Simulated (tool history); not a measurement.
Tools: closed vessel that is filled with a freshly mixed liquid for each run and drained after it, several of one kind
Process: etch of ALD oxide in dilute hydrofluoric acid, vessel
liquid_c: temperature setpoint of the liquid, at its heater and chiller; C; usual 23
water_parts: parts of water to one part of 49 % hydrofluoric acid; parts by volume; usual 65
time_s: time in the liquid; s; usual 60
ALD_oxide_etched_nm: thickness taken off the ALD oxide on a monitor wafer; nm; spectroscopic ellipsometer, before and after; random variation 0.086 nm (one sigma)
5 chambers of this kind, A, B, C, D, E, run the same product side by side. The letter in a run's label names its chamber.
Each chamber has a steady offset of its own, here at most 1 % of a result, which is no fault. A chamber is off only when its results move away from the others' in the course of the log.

run,hour,liquid_c,water_parts,time_s,hours since the thermometer was replaced,hours since the hydrofluoric acid flow meter was replaced,"read-back film thickness of the ALD oxide reference wafer, read on the same gauge (nm)",ALD_oxide_etched_nm
1D,10.1,23,65,60,588.1,905.4,69.997,24.701
2C,18,23,65,60,407.1,755.8,70.012,24.4
3B,24.6,23,65,60,2211.6,811.9,70.019,24.437
4A,31.3,23,65,60,1433.7,933.9,70.013,24.444
5E,37.6,23,65,60,1442,229.5,70.018,24.654
6E,49.4,23,65,60,1453.8,241.3,70.031,24.646
7B,58.2,23,85,60,2245.2,845.5,69.993,18.122
8C,68,23,85,60,457.1,805.8,69.996,18.172
# hour 76.5: chamber B: hydrofluoric acid flow meter replaced
9D,79.7,23,85,60,657.7,975,70.003,18.309
10A,88.8,23,85,60,1491.2,991.4,69.99,18.139
11E,98.8,23,85,60,1503.2,290.7,70.027,18.586
12D,110.7,23,65,60,688.7,1006,70.001,24.555
13C,121.7,23,65,60,510.8,859.5,70.01,24.498
14A,132.3,27,65,40,1534.7,1034.9,69.99,19.095
15B,137.7,27,65,40,2324.7,61.3,69.986,19.084
16B,146.3,27,65,40,2333.3,69.9,70.007,19.061
17C,151.7,27,65,40,540.8,889.5,70.011,19.209
18E,157.2,27,65,40,1561.6,349.1,69.971,19.36
19A,165.3,23,65,60,1567.7,1067.9,69.974,24.259
20D,173.8,23,65,60,751.8,1069.1,70.005,24.766
21B,183.7,23,45,60,2370.7,107.3,70.026,36.19
22A,189.5,23,45,60,1591.9,1092.1,69.99,36.412
23E,201.8,23,45,60,1606.2,393.7,70.013,36.293
24D,210.4,23,45,60,788.4,1105.7,70.062,36.584
25C,222.2,23,45,60,611.3,960,69.972,37.15
26C,228.2,28,65,60,617.3,966,69.978,30.429
27E,239.9,28,65,60,1644.3,431.8,69.986,30.453
28D,248.5,28,65,60,826.5,1143.8,69.998,30.005
# hour 254.7: chamber A: thermometer replaced
29B,255,28,65,60,2442,178.6,69.981,29.89
30A,263.1,28,65,60,8.4,1165.7,69.981,29.685
31A,273.6,23,65,60,18.9,1176.2,70.004,24.34
32E,282.5,23,65,60,1686.9,474.4,70.024,24.846
33B,292.6,23,65,60,2479.6,216.2,69.979,24.338
34C,300.9,23,65,60,690,1038.7,69.99,25.352
35D,310.1,23,65,60,888.1,1205.4,69.981,24.714
36B,319.6,23,65,60,2506.6,243.2,70.022,24.326
# hour 323: chamber D: hydrofluoric acid flow meter replaced
37A,330.5,23,65,60,75.8,1233.1,70.032,24.355
38C,336.3,23,65,60,725.4,1074.1,69.97,25.44
39D,347.8,23,65,60,925.8,24.8,69.986,24.61

Next, every chamber runs the same settings. What will each give?
40A,356.7,23,65,60,,,,?
40B,356.7,23,65,60,,,,?
40C,356.7,23,65,60,,,,?
40D,356.7,23,65,60,,,,?
40E,356.7,23,65,60,,,,?

run,ALD_oxide_etched_nm
40A,24.365
40B,24.239
40C,25.554
40D,24.642
40E,24.57

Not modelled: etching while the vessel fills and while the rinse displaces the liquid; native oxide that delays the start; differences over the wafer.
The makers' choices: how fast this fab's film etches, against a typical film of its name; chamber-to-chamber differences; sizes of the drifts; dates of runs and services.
